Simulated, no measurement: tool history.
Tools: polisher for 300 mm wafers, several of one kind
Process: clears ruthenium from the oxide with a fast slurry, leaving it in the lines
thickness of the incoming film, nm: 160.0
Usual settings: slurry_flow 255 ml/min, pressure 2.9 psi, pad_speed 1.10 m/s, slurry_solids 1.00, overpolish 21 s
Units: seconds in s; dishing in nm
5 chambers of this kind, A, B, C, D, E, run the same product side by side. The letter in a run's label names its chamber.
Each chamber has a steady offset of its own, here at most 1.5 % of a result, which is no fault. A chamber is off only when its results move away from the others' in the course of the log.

run   hour  slurry_flow  pressure  pad_speed  slurry_solids  overpolish  wafers polished on this pad  hours since the slurry nozzle was cleaned  hours since the head pressure was calibrated  hours since the slurry blender was calibrated  seconds  dishing
 1A    8.2          255       2.9       1.10           1.00          21                          773                                       21.7                                         907.8                                          102.9   33.972   55.283
 2D   17.7          255       2.9       1.10           1.00          21                          601                                       60.7                                         157.6                                          107.5   34.410   55.399
      25.2  -- chamber B: worn pad replaced by a new one
 3B   27.9          255       2.9       1.10           1.00          21                           34                                      245.9                                         762.1                                          336.9   34.200   54.517
      31.7  -- chamber C: worn pad replaced by a new one
 4E   37.5          255       2.9       1.10           1.00          21                          503                                      147.5                                         287.4                                          175.4   34.818   55.916
      42.5  -- chamber D: worn pad replaced by a new one
 5C   46.3          255       2.9       1.10           1.00          21                          187                                      600.1                                         273.8                                          197.9   35.205   55.739
      56.7  -- chamber A: worn pad replaced by a new one
 6B   59.0          255       2.9       1.10           1.00          21                          433                                      277.0                                         793.2                                          368.0   34.623   57.010
      64.7  -- chamber E: worn pad replaced by a new one
 7D   72.1          170       3.6       1.10           1.00          21                          380                                      115.1                                         212.0                                          161.9   29.441   61.201
      72.9  -- chamber D: slurry blender recalibrated
 8C   82.2          170       3.6       1.10           1.00          21                          647                                      636.0                                         309.7                                          233.8   30.240   60.805
 9A   89.5          170       3.6       1.10           1.00          21                          421                                      103.0                                         989.1                                          184.2   29.781   60.099
10E   98.2          170       3.6       1.10           1.00          21                          429                                      208.2                                         348.1                                          236.1   28.824   60.262
     104.1  -- chamber B: worn pad replaced by a new one
     107.0  -- chamber D: worn pad replaced by a new one
11E  111.8          170       3.6       1.10           1.00          21                          604                                      221.8                                         361.7                                          249.7   29.757   60.248
12C  118.7          255       2.9       1.26           1.00          31                         1116                                      672.5                                         346.2                                          270.3   31.106   71.174
     119.0  -- chamber C: worn pad replaced by a new one
13A  124.9          255       2.9       1.26           1.00          31                          875                                      138.4                                        1024.5                                          219.6   30.826   70.569
     132.9  -- chamber E: worn pad replaced by a new one
14B  134.2          255       2.9       1.26           1.00          31                          386                                      352.2                                         868.4                                          443.2   30.537   71.718
     137.5  -- chamber B: slurry nozzle cleaned
15D  146.7          255       2.9       1.26           1.00          31                          510                                      189.7                                         286.6                                           73.9   30.759   71.627
     148.1  -- chamber A: worn pad replaced by a new one
16A  158.7          255       2.9       1.26           1.00          31                          136                                      172.2                                        1058.3                                          253.4   30.267   71.739
17D  171.5          255       2.9       1.10           1.00          21                          828                                      214.5                                         311.4                                           98.7   34.843   55.880
18E  179.1          255       2.9       1.10           1.00          21                          593                                      289.1                                         429.0                                          317.0   34.531   55.960
     179.6  -- chamber D: worn pad replaced by a new one
19B  185.4          255       2.9       1.10           1.00          21                         1043                                       47.9                                         919.6                                          494.4   35.049   55.134
20C  192.1          255       2.9       1.10           1.00          21                          938                                      745.9                                         419.6                                          343.7   35.075   55.870
     201.5  -- chamber E: worn pad replaced by a new one
     201.6  -- chamber B: worn pad replaced by a new one
21A  203.0          255       2.9       1.10           1.00          21                          704                                      216.5                                        1102.6                                          297.7   35.401   53.451
     207.6  -- chamber C: worn pad replaced by a new one
     210.9  -- chamber E: slurry blender recalibrated
22C  214.2          255       2.9       1.10           1.00          21                           85                                      768.0                                         441.7                                          365.8   36.100   54.688
     220.4  -- chamber D: slurry blender recalibrated
23D  224.6          255       2.9       1.10           1.00          21                          577                                      267.6                                         364.5                                            4.2   34.784   55.211
     228.4  -- chamber A: head pressure recalibrated
24B  238.5          255       2.9       1.10           1.00          21                          474                                      101.0                                         972.7                                          547.5   34.515   55.112
     239.5  -- chamber B: slurry blender recalibrated
     240.2  -- chamber C: slurry nozzle cleaned
25E  247.2          255       2.9       1.10           1.00          21                          587                                      357.2                                         497.1                                           36.4   34.684   56.760
     252.6  -- chamber D: worn pad replaced by a new one
26C  253.1          255       2.9       1.10           1.00          21                          584                                       12.9                                         480.6                                          404.7   35.065   54.519
27A  265.4          255       2.9       1.10           1.00          21                         1505                                      278.9                                          37.1                                          360.1   36.717   53.561
     268.6  -- chamber A: worn pad replaced by a new one
28E  275.6          255       2.9       1.10           1.00          21                          951                                      385.6                                         525.5                                           64.8   34.749   56.152
     279.7  -- chamber E: worn pad replaced by a new one
     281.3  -- chamber D: head pressure recalibrated
29B  281.8          255       2.9       1.10           1.00          21                         1030                                      144.3                                        1016.0                                           42.3   34.117   54.912
     283.8  -- chamber B: worn pad replaced by a new one
     293.1  -- chamber C: worn pad replaced by a new one
30D  293.3          255       2.9       1.10           1.00          21                          522                                      336.3                                          12.0                                           72.9   35.685   56.075
31E  301.7          255       2.9       1.10           1.00          21                          282                                      411.7                                         551.6                                           90.9   35.085   55.910
32D  311.5          320       2.9       1.10           1.25          21                          756                                      354.5                                          30.2                                           91.1   29.993   60.017
     312.4  -- chamber D: slurry nozzle cleaned
     314.8  -- chamber A: slurry nozzle cleaned
     320.6  -- chamber D: worn pad replaced by a new one
33C  322.3          320       2.9       1.10           1.25          21                          375                                       82.1                                         549.8                                          473.9   31.466   58.330
34B  334.3          320       2.9       1.10           1.25          21                          648                                      196.8                                        1068.5                                           94.8   30.279   59.193
35A  344.6          320       2.9       1.10           1.25          21                          975                                       29.9                                         116.3                                          439.3   32.708   57.777
36D  354.1          320       2.9       1.10           1.25          21                          430                                       41.7                                          72.8                                          133.7   29.889   59.512
37B  362.6          255       2.9       1.10           1.00          21                         1011                                      225.1                                        1096.8                                          123.1   33.686   55.610

What goes on in this fleet: one chamber off, a drifting gauge, or nothing beyond the chambers' own small offsets? Name the chamber and the cause, if any.

Chamber A drifts away from the others.
Cause: abrasive missing from the slurry, % = 19.5.

Here are 4 candidates for chamber A's next run, each the usual settings with a change, their results left as question marks. Which one brings its results back in line with what the others give on the usual settings?
In line means no further than this from the other chambers' mean on the usual settings: seconds 2.100 s; dishing 2.200 nm
38A-1  372.4          260       3.2       1.20           1.05          21                                                                                                                                                                             ?        ?
38A-2  372.4          255       3.1       1.16           1.00          21                                                                                                                                                                             ?        ?
38A-3  372.4          255       2.8       1.04           1.00          21                                                                                                                                                                             ?        ?
38A-4  372.4          255       2.7       1.00           0.95          21                                                                                                                                                                             ?        ?

The other chambers' mean on the usual settings: seconds 34.813 s; dishing 55.573 nm
  run  seconds  dishing
38A-1   30.837   58.782
38A-2   33.813   55.827
38A-3   41.751   49.083
38A-4   46.230   45.896
38A-2 brings the chamber back in line.
